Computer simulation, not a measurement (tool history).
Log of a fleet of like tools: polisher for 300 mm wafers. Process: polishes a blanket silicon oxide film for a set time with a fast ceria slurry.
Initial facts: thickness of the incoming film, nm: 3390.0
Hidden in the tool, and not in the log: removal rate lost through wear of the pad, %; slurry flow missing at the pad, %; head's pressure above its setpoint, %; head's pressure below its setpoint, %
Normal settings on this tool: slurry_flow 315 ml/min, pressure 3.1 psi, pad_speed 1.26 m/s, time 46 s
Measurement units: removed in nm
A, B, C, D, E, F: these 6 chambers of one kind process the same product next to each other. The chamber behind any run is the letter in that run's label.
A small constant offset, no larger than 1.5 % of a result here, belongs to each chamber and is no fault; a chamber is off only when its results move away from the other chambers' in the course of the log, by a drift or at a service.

run   hour  slurry_flow  pressure  pad_speed  time  wafers polished on this pad  hours since the slurry nozzle was cleaned  hours since the head pressure was calibrated  removed
 1E    3.9          315       3.1       1.26    46                          344                                      271.8                                         249.4   1089.9
 2A     11          315       3.1       1.26    46                          387                                      192.9                                         159.4   1093.4
 3F   18.4          315       3.1       1.26    46                          992                                      150.4                                         600.3   1089.2
 4D   24.6          315       3.1       1.26    46                          934                                      184.3                                         249.7   1120.2
      26.3  -- chamber F: worn pad replaced by a new one
      28.4  -- chamber A: slurry nozzle cleaned
      28.6  -- chamber C: worn pad replaced by a new one
 5C   32.3          315       3.1       1.26    46                           51                                      144.7                                           303     1115
      32.5  -- chamber B: slurry nozzle cleaned
      34.5  -- chamber B: worn pad replaced by a new one
 6B   36.2          315       3.1       1.26    46                           23                                        3.8                                         739.6   1090.8
      37.4  -- chamber F: head pressure recalibrated
 7C   42.3          315       3.1       1.26    46                          189                                      154.7                                           313   1104.5
 8B   46.5          315       3.1       1.26    46                          165                                       14.1                                         749.9     1101
      50.4  -- chamber D: worn pad replaced by a new one
 9E   51.4          315       3.1       1.26    46                          998                                      319.3                                         296.9   1073.2
10F   58.2          315       3.1       1.26    46                          439                                      190.2                                          20.9   1114.9
11A   62.9          315       3.1       1.26    46                         1101                                       34.5                                         211.3   1101.7
12D   67.3          315       3.1       1.26    46                          234                                        227                                         292.4     1094
      69.1  -- chamber A: worn pad replaced by a new one
13C   74.7          315       3.1       1.26    59                          635                                      187.1                                         345.4   1398.5
14D   78.6          315       3.1       1.26    59                          389                                      238.3                                         303.7   1394.1
15E   82.7          315       3.1       1.26    59                         1429                                      350.6                                         328.2   1367.2
      87.4  -- chamber B: worn pad replaced by a new one
16B   89.3          315       3.1       1.26    59                           26                                       56.9                                         792.7   1421.8
17A   94.4          315       3.1       1.26    59                          348                                         66                                         242.8   1421.6
        95  -- chamber C: worn pad replaced by a new one
18F  100.7          315       3.1       1.26    59                         1024                                      232.7                                          63.4   1423.9
19B  105.1          315       3.1       1.26    46                          244                                       72.7                                         808.5   1081.4
     106.4  -- chamber F: worn pad replaced by a new one
20E  113.1          315       3.1       1.26    46                         1847                                        381                                         358.6   1050.4
21D  121.3          315       3.1       1.26    46                          977                                        281                                         346.4   1085.6
22C  129.6          420       3.1       0.84    46                          476                                        242                                         400.3   748.47
     131.9  -- chamber C: slurry nozzle cleaned
23A  133.7          420       3.1       0.84    46                          889                                      105.3                                         282.1      759
     134.9  -- chamber B: worn pad replaced by a new one
24F    140          420       3.1       0.84    46                          462                                        272                                         102.7    753.5
     141.7  -- chamber D: worn pad replaced by a new one
25C  148.2          420       3.1       0.84    46                          732                                       16.3                                         418.9   756.83
     151.7  -- chamber E: head pressure recalibrated
26A  152.2          420       3.1       0.84    46                         1144                                      123.8                                         300.6   750.86
27B    158          420       3.1       0.84    46                          319                                      125.6                                         861.4   728.16
     161.3  -- chamber C: worn pad replaced by a new one
28E    166          315       3.1       1.26    46                         2576                                      433.9                                          14.4   1015.1
     168.4  -- chamber A: worn pad replaced by a new one
     170.1  -- chamber D: slurry nozzle cleaned
29F  172.2          210       3.1       1.26    46                          906                                      304.2                                         134.9   1044.3
       175  -- chamber F: slurry nozzle cleaned
30D  178.9          210       3.1       1.26    46                          512                                        8.9                                           404   1052.5
       182  -- chamber E: slurry nozzle cleaned
31D  183.7          210       3.1       1.26    46                          578                                       13.7                                         408.8   1046.8
     191.3  -- chamber B: worn pad replaced by a new one
32A  191.4          210       3.1       1.26    46                          317                                        163                                         339.8     1052
     196.6  -- chamber F: worn pad replaced by a new one
33C  198.2          210       3.1       1.26    46                          508                                       66.3                                         468.9   1063.6
34F  205.6          210       3.1       1.26    46                          124                                       30.6                                         168.3   1026.3
35E  214.2          315       3.1       1.26    46                         3239                                       32.3                                          62.6   999.08
     215.8  -- chamber B: slurry nozzle cleaned
     220.7  -- chamber C: worn pad replaced by a new one
36B  220.9          315       3.1       1.26    46                          408                                        5.1                                         924.3   1075.8
     223.4  -- chamber D: worn pad replaced by a new one
37C  224.8          315       2.5       1.66    46                           57                                       92.9                                         495.5   1165.7
38D  229.2          315       2.5       1.66    46                           80                                       59.2                                         454.3   1177.4
39A  233.1          315       2.5       1.66    46                          891                                      204.7                                         381.5   1164.5
       239  -- chamber B: worn pad replaced by a new one
40B  241.6          315       2.5       1.66    46                           36                                       25.8                                           945   1140.6
41F  248.3          315       2.5       1.66    46                          712                                       73.3                                           211   1152.8

Which is it: a chamber that has drifted or been left off by a service, a gauge drift common to all chambers, or only each chamber's usual small offset? If a chamber is off, name it and its likeliest cause.

Little by little, chamber E moves away from the other chambers.
What lies behind it: removal rate lost through wear of the pad, % = 10.6.

Which of the 4 candidates below, each the usual settings with something changed and its results left as question marks, puts chamber E back in line with what the other chambers give on the usual settings?
Counts as in line when no further than this from what the other chambers average on the usual settings: removed 38 nm
42E-1  254.6          315       3.1       1.26    36                                                                                                                              ?
42E-2  254.6          320       3.5       1.26    52                                                                                                                              ?
42E-3  254.6          315       2.9        1.2    46                                                                                                                              ?
42E-4  254.6          315       3.2        1.3    48                                                                                                                              ?

The other chambers' mean on the usual settings: removed 1095.1 nm
  run  removed
42E-1      763
42E-2   1247.7
42E-3   868.33
42E-4   1083.6
The right change is 42E-4: it brings the chamber back within the allowed miss of the others.
